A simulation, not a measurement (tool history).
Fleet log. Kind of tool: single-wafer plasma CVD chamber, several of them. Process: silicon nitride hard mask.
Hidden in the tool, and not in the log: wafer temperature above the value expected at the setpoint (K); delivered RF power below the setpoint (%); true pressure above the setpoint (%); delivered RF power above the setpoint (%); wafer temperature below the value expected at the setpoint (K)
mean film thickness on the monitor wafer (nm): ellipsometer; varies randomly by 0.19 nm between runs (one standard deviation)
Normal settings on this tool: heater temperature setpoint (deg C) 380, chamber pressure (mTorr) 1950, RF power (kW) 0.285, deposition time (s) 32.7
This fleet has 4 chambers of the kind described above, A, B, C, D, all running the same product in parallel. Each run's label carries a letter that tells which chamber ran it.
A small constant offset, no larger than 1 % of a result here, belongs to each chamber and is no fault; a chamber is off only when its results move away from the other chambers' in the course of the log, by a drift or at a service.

run,hour,heater temperature setpoint (deg C),chamber pressure (mTorr),RF power (kW),deposition time (s),hours since the last thermocouple change,hours since the last RF generator calibration,hours since the last manometer calibration,"read-back reference wafer on the same gauge, thickness_nm",mean film thickness on the monitor wafer (nm)
1C,7.7,380,1950,0.285,32.7,1019.4,1186.1,578.7,37.543,38.874
2B,13.7,380,1950,0.285,32.7,1044.5,1471.9,566.9,37.501,38.735
3A,20.6,380,1950,0.285,32.7,450.4,939.7,357.9,37.487,38.753
4D,25.9,380,1950,0.285,32.7,1847.1,151.1,401,37.463,39.098
5B,33.3,380,1950,0.285,32.7,1064.1,1491.5,586.5,37.48,38.636
6D,39.1,380,1950,0.285,32.7,1860.3,164.3,414.2,37.478,38.696
7A,46.8,380,1950,0.285,32.7,476.6,965.9,384.1,37.473,38.77
8C,54.2,380,1950,0.285,32.7,1065.9,1232.6,625.2,37.486,39.384
9C,60.2,380,1950,0.285,32.7,1071.9,1238.6,631.2,37.458,38.808
10A,66.8,380,1950,0.285,32.7,496.6,985.9,404.1,37.479,38.91
11D,74.6,380,1950,0.285,32.7,1895.8,199.8,449.7,37.514,38.883
12B,80.1,380,1950,0.285,32.7,1110.9,1538.3,633.3,37.531,38.797
13C,84.2,380,1950,0.285,32.7,1095.9,1262.6,655.2,37.471,38.881
14A,89.7,380,1950,0.285,32.7,519.5,1008.8,427,37.518,38.557
15D,95.6,380,1950,0.285,32.7,1916.8,220.8,470.7,37.521,39.251
16B,103.6,380,1950,0.285,32.7,1134.4,1561.8,656.8,37.445,38.847
17B,110.2,380,1950,0.285,32.7,1141,1568.4,663.4,37.483,38.47
18A,116,380,1950,0.285,32.7,545.8,1035.1,453.3,37.461,38.757
19D,123.3,380,1750,0.285,32.7,1944.5,248.5,498.4,37.488,37.692
20C,131.3,380,1750,0.285,32.7,1143,1309.7,702.3,37.507,37.906
21B,138.9,380,1750,0.285,32.7,1169.7,1597.1,692.1,37.486,37.568
22C,146.1,380,1750,0.285,32.7,1157.8,1324.5,717.1,37.479,37.866
23A,150.9,380,1950,0.285,32.7,580.7,1070,488.2,37.486,38.957
24D,157.1,380,1950,0.285,32.7,1978.3,282.3,532.2,37.458,39.207
25D,162,380,1950,0.285,32.7,1983.2,287.2,537.1,37.492,39.08
26A,168.5,380,2400,0.285,32.7,598.3,1087.6,505.8,37.51,41.184
27B,174.5,380,2400,0.285,32.7,1205.3,1632.7,727.7,37.497,40.632
28C,181.2,380,2400,0.285,32.7,1192.9,1359.6,752.2,37.497,41.178
29A,185.4,380,2400,0.285,32.7,615.2,1104.5,522.7,37.484,40.748
30B,189.4,380,1950,0.285,32.7,1220.2,1647.6,742.6,37.474,38.317
31C,195.1,380,1950,0.285,32.7,1206.8,1373.5,766.1,37.48,39.073
32D,203.2,380,1950,0.285,32.7,2024.4,328.4,578.3,37.541,39.313
33A,208,380,1950,0.285,32.7,637.8,1127.1,545.3,37.493,38.51
34C,215.4,380,1950,0.285,30.8,1227.1,1393.8,786.4,37.534,36.808
35D,223.6,380,1950,0.285,30.8,2044.8,348.8,598.7,37.538,36.636
36B,231.5,380,1950,0.285,30.8,1262.3,1689.7,784.7,37.5,36.621
37C,238.1,380,1950,0.285,30.8,1249.8,1416.5,809.1,37.491,36.957
38D,246.3,380,1950,0.285,32.7,2067.5,371.5,621.4,37.483,39.173
39B,252.2,380,1950,0.285,32.7,1283,1710.4,805.4,37.519,38.478

Next, all 4 chambers run the settings below, one line each with question marks for the results. What does each chamber give?
40A,258.1,380,1950,0.285,32.7,,,,,?
40B,258.1,380,1950,0.285,32.7,,,,,?
40C,258.1,380,1950,0.285,32.7,,,,,?
40D,258.1,380,1950,0.285,32.7,,,,,?

run,mean film thickness on the monitor wafer (nm)
40A,38.416
40B,38.285
40C,39.106
40D,39.284

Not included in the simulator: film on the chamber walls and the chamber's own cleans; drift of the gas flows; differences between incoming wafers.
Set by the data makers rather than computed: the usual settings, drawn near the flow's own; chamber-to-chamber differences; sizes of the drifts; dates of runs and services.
